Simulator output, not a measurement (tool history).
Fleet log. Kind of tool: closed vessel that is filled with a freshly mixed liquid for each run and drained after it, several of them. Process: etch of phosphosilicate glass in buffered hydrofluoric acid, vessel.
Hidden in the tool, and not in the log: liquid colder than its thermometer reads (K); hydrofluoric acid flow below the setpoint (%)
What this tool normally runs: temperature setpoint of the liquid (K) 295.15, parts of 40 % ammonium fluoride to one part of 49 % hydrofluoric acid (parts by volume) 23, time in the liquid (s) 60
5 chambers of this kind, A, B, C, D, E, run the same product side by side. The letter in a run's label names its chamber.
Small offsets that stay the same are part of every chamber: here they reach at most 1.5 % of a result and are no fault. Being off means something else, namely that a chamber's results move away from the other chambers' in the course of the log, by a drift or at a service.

run	day	temperature setpoint of the liquid (K)	parts of 40 % ammonium fluoride to one part of 49 % hydrofluoric acid (parts by volume)	time in the liquid (s)	hours since the thermometer was replaced	hours since the hydrofluoric acid flow meter was replaced	read-back film thickness of the phosphosilicate glass reference wafer, read on the same gauge (nm)	thickness taken off the phosphosilicate glass on a monitor wafer (Å)
1E	0.538	295.15	23	60	114.2	1182.3	149.98	2083.20
2A	0.904	295.15	23	60	529.2	1312.5	149.98	2090.00
3D	1.238	295.15	23	60	1163.3	2079.7	150.00	2050.10
4B	1.783	295.15	23	60	1598.2	68.8	150.00	2037.80
5C	2.292	295.15	23	60	1931.8	1835.0	150.01	2031.50
6E	2.758	295.15	23	60	167.5	1235.6	149.98	2038.40
7B	3.029	295.15	23	60	1628.1	98.7	149.99	2034.10
8A	3.488	295.15	23	60	591.2	1374.5	150.02	2044.30
9D	3.875	295.15	23	60	1226.6	2143.0	150.00	2039.70
10C	4.375	291.15	23	35	1981.8	1885.0	150.04	955.29
11A	4.725	291.15	23	35	620.9	1404.2	150.00	944.77
12C	5.108	291.15	23	35	1999.4	1902.6	150.00	948.48
13B	5.550	291.15	23	35	1688.6	159.2	149.98	945.36
14E	5.958	291.15	23	35	244.3	1312.4	149.97	961.88
15D	6.479	295.15	23	60	1289.1	2205.5	150.01	2049.30
16B	6.896	295.15	23	60	1720.9	191.5	150.01	2025.30
17A	7.408	295.15	23	60	685.3	1468.6	150.02	2080.80
18C	7.671	295.15	23	60	2060.9	1964.1	150.01	2067.40
19D	7.921	298.65	23	60	1323.7	2240.1	149.99	2465.30
20E	8.158	298.65	23	60	297.1	1365.2	150.00	2478.00
21A	8.571	298.65	23	60	713.2	1496.5	150.00	2503.60
22C	9.067	298.65	23	60	2094.4	1997.6	150.00	2518.50
23D	9.379	298.65	23	60	1358.7	2275.1	150.02	2502.20
24B	9.825	295.15	23	60	1791.2	261.8	150.01	1958.60
25E	10.183	295.15	23	60	345.7	1413.8	149.99	2059.80
26E	10.579	295.15	23	60	355.2	1423.3	150.01	2056.90
27B	11.004	295.15	23	60	1819.5	290.1	150.02	1953.40
28C	11.512	295.15	23	60	2153.1	2056.3	150.00	2066.20
29D	12.062	295.15	23	60	1423.1	2339.5	150.02	2060.60
30A	12.488	295.15	23	60	807.2	1590.5	150.01	2066.70

Decide between three cases: one chamber stands off from its peers, the gauge reading all wafers drifts, or nothing is wrong past each chamber's small offset. Where a chamber is off, say which and what most likely put it there.

Chamber B drifts away from the others.
Likeliest cause: liquid colder than its thermometer reads (K) = 1.08.
Not necessarily distinguishable in this log from: hydrofluoric acid flow below the setpoint (%).

Chamber B could run next with any of the 4 candidate recipes listed below; each alters the usual settings, and their results appear as question marks. Which one brings its results back in line with what the other chambers deliver on the usual settings?
In line here means within this much of the mean the other chambers give on the usual settings: thickness taken off the phosphosilicate glass on a monitor wafer (Å) 51.00
31B-1	12.883	295.15	22.5	60				?
31B-2	12.883	295.15	23.5	60				?
31B-3	12.883	294.15	23.0	60				?
31B-4	12.883	295.15	21.0	60				?

On the usual settings, the other chambers give on average: thickness taken off the phosphosilicate glass on a monitor wafer (Å) 2055.50
run	thickness taken off the phosphosilicate glass on a monitor wafer (Å)
31B-1	1962.90
31B-2	1904.50
31B-3	1827.80
31B-4	2059.30
With 31B-4, the chamber falls back in line with the rest.
